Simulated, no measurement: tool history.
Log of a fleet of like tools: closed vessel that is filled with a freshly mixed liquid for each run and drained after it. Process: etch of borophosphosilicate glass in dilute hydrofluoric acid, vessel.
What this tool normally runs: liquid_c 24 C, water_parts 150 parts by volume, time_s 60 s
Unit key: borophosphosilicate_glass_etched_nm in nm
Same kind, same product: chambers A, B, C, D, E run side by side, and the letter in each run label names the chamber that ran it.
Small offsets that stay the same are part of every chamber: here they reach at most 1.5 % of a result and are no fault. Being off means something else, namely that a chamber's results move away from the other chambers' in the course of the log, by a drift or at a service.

run   hour  liquid_c  water_parts  time_s  hours since the thermometer was replaced  hours since the hydrofluoric acid flow meter was replaced  read-back film thickness of the borophosphosilicate glass reference wafer, read on the same gauge (nm)  borophosphosilicate_glass_etched_nm
 1E    7.5        24          150      60                                     435.2                                                      162.7                                                                                                  90.003                               14.751
 2A   13.6        24          150      60                                     446.9                                                     2022.4                                                                                                  90.002                               14.723
 3C   20.8        24          150      60                                    2088.7                                                      417.4                                                                                                  89.954                               14.989
 4B   28.4        24          150      60                                     993.1                                                     1548.6                                                                                                  90.021                               14.875
 5D   33.7        24          150      60                                     427.9                                                      106.2                                                                                                  90.016                               14.831
 6D   38.8        24          150      60                                       433                                                      111.3                                                                                                  89.989                               14.886
 7B   44.5        24          150      30                                    1009.2                                                     1564.7                                                                                                  90.008                               7.4939
 8A   51.2        24          150      30                                     484.5                                                       2060                                                                                                  89.947                               7.4149
 9C   56.5        24          150      30                                    2124.4                                                      453.1                                                                                                  90.016                               7.2936
10E   59.8        24          150      30                                     487.5                                                        215                                                                                                  89.958                               7.4949
11D   66.5        24          150      30                                     460.7                                                        139                                                                                                  89.992                               7.4528
12C   73.5        24          150      60                                    2141.4                                                      470.1                                                                                                  89.975                               14.883
13B   79.3        24          150      60                                      1044                                                     1599.5                                                                                                  89.968                               14.983
14E   85.7        24          150      60                                     513.4                                                      240.9                                                                                                  90.008                                15.01
15A     90        24          150      60                                     523.3                                                     2098.8                                                                                                  89.984                               14.707
16B   95.7        24          150      60                                    1060.4                                                     1615.9                                                                                                  90.018                                14.91
17E  102.1        24          150      60                                     529.8                                                      257.3                                                                                                   90.02                               14.959
18D  107.1        24          150      60                                     501.3                                                      179.6                                                                                                  90.034                               14.953
19A  114.6        24          150      60                                     547.9                                                     2123.4                                                                                                   90.01                                14.72
20C  120.2        24          150      60                                    2188.1                                                      516.8                                                                                                  89.995                               14.736
21B  124.2        24          150      60                                    1088.9                                                     1644.4                                                                                                   89.99                               15.013
22C  130.4        24          150      60                                    2198.3                                                        527                                                                                                  89.964                               14.299
23D  136.5        24          150      60                                     530.7                                                        209                                                                                                  89.999                               14.947
24E  143.1        24          150      60                                     570.8                                                      298.3                                                                                                   90.02                               14.876
25A    148        24          150      60                                     581.3                                                     2156.8                                                                                                  90.045                               14.727
26D  152.3        24          150      60                                     546.5                                                      224.8                                                                                                  90.026                               15.002
27B  156.1        24          150      60                                    1120.8                                                     1676.3                                                                                                  89.973                               15.199
28A  163.8        24          150      60                                     597.1                                                     2172.6                                                                                                  89.994                               14.707
29E  169.8        24          150      60                                     597.5                                                        325                                                                                                  90.019                               14.834
30C  174.4        24          150      60                                    2242.3                                                        571                                                                                                  90.007                               13.993
     175.5  -- chamber A: hydrofluoric acid flow meter replaced
31C    182        24          150      60                                    2249.9                                                      578.6                                                                                                  90.014                               13.767
32D  188.3        24          150      60                                     582.5                                                      260.8                                                                                                  89.991                                14.89
33A    192        24          150      60                                     625.3                                                       16.6                                                                                                  90.034                               14.777
34B  197.8        24          150      60                                    1162.5                                                       1718                                                                                                  90.028                               14.949

Does one chamber stand apart from the rest, does the shared gauge drift, or is all well apart from small per-chamber offsets? Give the chamber and the most likely cause, where there is one.

Little by little, chamber C moves away from the other chambers.
Cause: hydrofluoric acid flow below the setpoint (%) = 6.08.
The log may not separate it from: liquid colder than its thermometer reads (K).

Here are 4 candidates for chamber C's next run, each the usual settings with a change, their results left as question marks. Which one brings its results back in line with what the others give on the usual settings?
Allowed miss from the other chambers' usual-settings mean, per result, to count as in line: borophosphosilicate_glass_etched_nm 0.36 nm
35C-1  203.3        22          150      60                                                                                                                                                                                                                                                 ?
35C-2  203.3        24          155      60                                                                                                                                                                                                                                                 ?
35C-3  203.3        24          150      65                                                                                                                                                                                                                                                 ?
35C-4  203.3        24          145      60                                                                                                                                                                                                                                                 ?

The other chambers' mean on the usual settings: borophosphosilicate_glass_etched_nm 14.885 nm
  run  borophosphosilicate_glass_etched_nm
35C-1                               12.794
35C-2                               13.294
35C-3                               14.971
35C-4                               14.383
The right change is 35C-3: it brings the chamber back within the allowed miss of the others.

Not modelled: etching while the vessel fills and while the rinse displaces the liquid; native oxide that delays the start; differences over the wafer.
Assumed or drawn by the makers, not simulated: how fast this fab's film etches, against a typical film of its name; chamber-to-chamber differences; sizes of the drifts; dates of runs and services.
